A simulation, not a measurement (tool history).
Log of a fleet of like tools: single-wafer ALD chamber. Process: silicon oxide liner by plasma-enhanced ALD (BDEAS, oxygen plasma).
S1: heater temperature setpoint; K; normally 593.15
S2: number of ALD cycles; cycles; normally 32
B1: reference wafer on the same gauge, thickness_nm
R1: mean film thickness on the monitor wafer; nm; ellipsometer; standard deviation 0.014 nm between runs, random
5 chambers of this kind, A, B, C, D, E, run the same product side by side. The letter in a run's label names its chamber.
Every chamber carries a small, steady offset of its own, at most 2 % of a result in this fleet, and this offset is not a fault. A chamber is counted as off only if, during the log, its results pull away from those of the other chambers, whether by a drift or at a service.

| run | hour | S1 | S2 | B1 | R1 |
|---|---|---|---|---|---|
| 1B | 15.7 | 593.15 | 32 | 3.4177 | 2.8476 |
| 2E | 30.7 | 593.15 | 32 | 3.4224 | 2.9257 |
| 3D | 46 | 593.15 | 32 | 3.42 | 2.8714 |
| 4A | 60.8 | 593.15 | 32 | 3.4179 | 2.8745 |
| 5C | 76.7 | 593.15 | 32 | 3.4201 | 2.8917 |
| 6E | 90 | 593.15 | 32 | 3.4228 | 2.8961 |
| 7D | 104.3 | 593.15 | 32 | 3.4214 | 2.8854 |
| 8B | 119.1 | 593.15 | 32 | 3.4194 | 2.8334 |
| 9C | 129.2 | 588.15 | 38 | 3.4199 | 3.4508 |
| 10A | 139.5 | 588.15 | 38 | 3.4161 | 3.4796 |
| 11C | 147.6 | 588.15 | 38 | 3.4172 | 3.4732 |
| 12D | 157.3 | 588.15 | 38 | 3.4199 | 3.4378 |
| 13B | 170.7 | 588.15 | 38 | 3.4164 | 3.4404 |
| 14E | 181.6 | 593.15 | 32 | 3.4216 | 2.8968 |
| 15A | 192.6 | 593.15 | 32 | 3.4201 | 2.8869 |
| 16A | 208.2 | 593.15 | 32 | 3.4153 | 2.8872 |
| 17E | 216 | 593.15 | 32 | 3.4166 | 2.9067 |
| 18C | 230.9 | 593.15 | 34 | 3.4201 | 3.0807 |
| 19D | 240.6 | 593.15 | 34 | 3.4189 | 3.0835 |
| 20B | 250.6 | 593.15 | 34 | 3.4204 | 2.9977 |
| 21B | 262.2 | 593.15 | 34 | 3.4224 | 3.0096 |
| 22C | 276.1 | 593.15 | 34 | 3.4193 | 3.0846 |
| 23E | 287.1 | 593.15 | 32 | 3.4244 | 2.9017 |
| 24D | 295 | 581.15 | 27 | 3.4167 | 2.4619 |
| 25A | 311.1 | 581.15 | 27 | 3.4188 | 2.4929 |
| 26D | 327.2 | 581.15 | 27 | 3.4183 | 2.4831 |
| 27B | 334.2 | 581.15 | 27 | 3.4201 | 2.4457 |
| 28A | 342.5 | 581.15 | 27 | 3.4191 | 2.4847 |
| 29C | 349.6 | 593.15 | 32 | 3.4183 | 2.9022 |
| 30E | 357.2 | 580.15 | 28 | 3.4219 | 2.5782 |

Next, all 5 chambers run the settings below, one line each with question marks for the results. What does each chamber give?
| 31A | 368.7 | 593.15 | 28 |  | ? |
| 31B | 368.7 | 593.15 | 28 |  | ? |
| 31C | 368.7 | 593.15 | 28 |  | ? |
| 31D | 368.7 | 593.15 | 28 |  | ? |
| 31E | 368.7 | 593.15 | 28 |  | ? |

| run | R1 |
|---|---|
| 31A | 2.5259 |
| 31B | 2.4925 |
| 31C | 2.5363 |
| 31D | 2.5432 |
| 31E | 2.531 |
